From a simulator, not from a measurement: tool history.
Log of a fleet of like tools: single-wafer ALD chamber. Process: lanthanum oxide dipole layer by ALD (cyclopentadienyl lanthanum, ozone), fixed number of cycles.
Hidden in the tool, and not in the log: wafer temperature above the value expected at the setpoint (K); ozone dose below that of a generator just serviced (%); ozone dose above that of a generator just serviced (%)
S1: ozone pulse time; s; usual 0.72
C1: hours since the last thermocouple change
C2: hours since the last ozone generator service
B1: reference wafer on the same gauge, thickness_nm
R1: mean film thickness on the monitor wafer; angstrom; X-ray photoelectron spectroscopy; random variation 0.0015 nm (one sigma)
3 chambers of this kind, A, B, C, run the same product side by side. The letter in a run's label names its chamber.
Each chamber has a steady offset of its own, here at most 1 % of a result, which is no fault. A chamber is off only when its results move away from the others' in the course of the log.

{"run": "1A", "hour": 6.9, "S1": 0.72, "C1": 1483.9, "C2": 462.8, "B1": 0.44887, "R1": 4.4255}
{"run": "2C", "hour": 11.4, "S1": 0.72, "C1": 738.2, "C2": 447.8, "B1": 0.44908, "R1": 4.4084}
{"run": "3B", "hour": 18.9, "S1": 0.72, "C1": 1651.8, "C2": 800, "B1": 0.44873, "R1": 4.4456}
{"run": "4C", "hour": 23.2, "S1": 0.72, "C1": 750, "C2": 459.6, "B1": 0.44873, "R1": 4.4155}
{"run": "5A", "hour": 29.4, "S1": 0.72, "C1": 1506.4, "C2": 485.3, "B1": 0.44903, "R1": 4.4142}
{"run": "6B", "hour": 35.6, "S1": 0.72, "C1": 1668.5, "C2": 816.7, "B1": 0.44909, "R1": 4.4495}
{"run": "7A", "hour": 39.5, "S1": 0.72, "C1": 1516.5, "C2": 495.4, "B1": 0.44899, "R1": 4.4013}
{"run": "8B", "hour": 45.9, "S1": 0.72, "C1": 1678.8, "C2": 827, "B1": 0.44889, "R1": 4.4447}
{"run": "9C", "hour": 52.4, "S1": 0.72, "C1": 779.2, "C2": 488.8, "B1": 0.44913, "R1": 4.4122}
{"run": "10C", "hour": 59.4, "S1": 0.72, "C1": 786.2, "C2": 495.8, "B1": 0.44936, "R1": 4.4256}
{"run": "11A", "hour": 63.7, "S1": 0.85, "C1": 1540.7, "C2": 519.6, "B1": 0.44866, "R1": 4.7424}
{"run": "12B", "hour": 69.2, "S1": 0.85, "C1": 1702.1, "C2": 850.3, "B1": 0.44857, "R1": 4.7574}
{"run": "13C", "hour": 72.7, "S1": 0.85, "C1": 799.5, "C2": 509.1, "B1": 0.44905, "R1": 4.7448}
{"run": "14B", "hour": 78.0, "S1": 0.72, "C1": 1710.9, "C2": 859.1, "B1": 0.44912, "R1": 4.4066}
{"run": "15A", "hour": 85.5, "S1": 0.48, "C1": 1562.5, "C2": 541.4, "B1": 0.44901, "R1": 3.558}
{"run": "16C", "hour": 89.6, "S1": 0.48, "C1": 816.4, "C2": 526, "B1": 0.44927, "R1": 3.5809}
{"run": "17B", "hour": 94.5, "S1": 0.48, "C1": 1727.4, "C2": 875.6, "B1": 0.44874, "R1": 3.5378}
{"run": "18A", "hour": 100.0, "S1": 0.52, "C1": 1577, "C2": 555.9, "B1": 0.44938, "R1": 3.7551}
{"run": "19A", "hour": 107.1, "S1": 0.52, "C1": 1584.1, "C2": 563, "B1": 0.44898, "R1": 3.7089}
{"run": "20B", "hour": 113.3, "S1": 0.52, "C1": 1746.2, "C2": 894.4, "B1": 0.44863, "R1": 3.7036}
{"run": "21C", "hour": 117.9, "S1": 0.72, "C1": 844.7, "C2": 554.3, "B1": 0.44874, "R1": 4.4141}
{"run": "22A", "hour": 125.6, "S1": 0.72, "C1": 1602.6, "C2": 581.5, "B1": 0.44909, "R1": 4.4289}
{"run": "23C", "hour": 129.3, "S1": 0.72, "C1": 856.1, "C2": 565.7, "B1": 0.44916, "R1": 4.4445}
{"run": "24B", "hour": 134.8, "S1": 0.72, "C1": 1767.7, "C2": 915.9, "B1": 0.44922, "R1": 4.3526}
{"run": "25C", "hour": 141.2, "S1": 0.72, "C1": 868, "C2": 577.6, "B1": 0.44896, "R1": 4.432}
{"run": "26B", "hour": 149.2, "S1": 0.72, "C1": 1782.1, "C2": 930.3, "B1": 0.44896, "R1": 4.3365}
{"run": "27A", "hour": 156.5, "S1": 0.86, "C1": 1633.5, "C2": 612.4, "B1": 0.44871, "R1": 4.7391}
{"hour": 159.8, "done": "chamber A: thermocouple changed; heater temperature recalibrated"}
{"run": "28B", "hour": 160.8, "S1": 0.86, "C1": 1793.7, "C2": 941.9, "B1": 0.44858, "R1": 4.6751}
{"run": "29A", "hour": 168.1, "S1": 0.86, "C1": 8.4, "C2": 624, "B1": 0.44909, "R1": 4.752}
{"run": "30C", "hour": 171.6, "S1": 0.96, "C1": 898.4, "C2": 608, "B1": 0.44901, "R1": 4.9242}
{"run": "31C", "hour": 177.4, "S1": 0.96, "C1": 904.2, "C2": 613.8, "B1": 0.4493, "R1": 4.9207}
{"run": "32A", "hour": 184.4, "S1": 0.96, "C1": 24.7, "C2": 640.3, "B1": 0.44889, "R1": 4.9349}
{"run": "33B", "hour": 192.1, "S1": 0.72, "C1": 1825, "C2": 973.2, "B1": 0.44902, "R1": 4.3199}
{"run": "34B", "hour": 196.1, "S1": 0.72, "C1": 1829, "C2": 977.2, "B1": 0.44913, "R1": 4.3398}
{"run": "35C", "hour": 203.3, "S1": 0.72, "C1": 930.1, "C2": 639.7, "B1": 0.44886, "R1": 4.4357}
{"run": "36A", "hour": 211.1, "S1": 0.72, "C1": 51.4, "C2": 667, "B1": 0.44899, "R1": 4.3823}

All 3 chambers run these settings next. Forecast each chamber's results:
{"run": "37A", "hour": 216.9, "S1": 0.72, "R1": "?"}
{"run": "37B", "hour": 216.9, "S1": 0.72, "R1": "?"}
{"run": "37C", "hour": 216.9, "S1": 0.72, "R1": "?"}

run=37A R1=4.4258
run=37B R1=4.2939
run=37C R1=4.4255

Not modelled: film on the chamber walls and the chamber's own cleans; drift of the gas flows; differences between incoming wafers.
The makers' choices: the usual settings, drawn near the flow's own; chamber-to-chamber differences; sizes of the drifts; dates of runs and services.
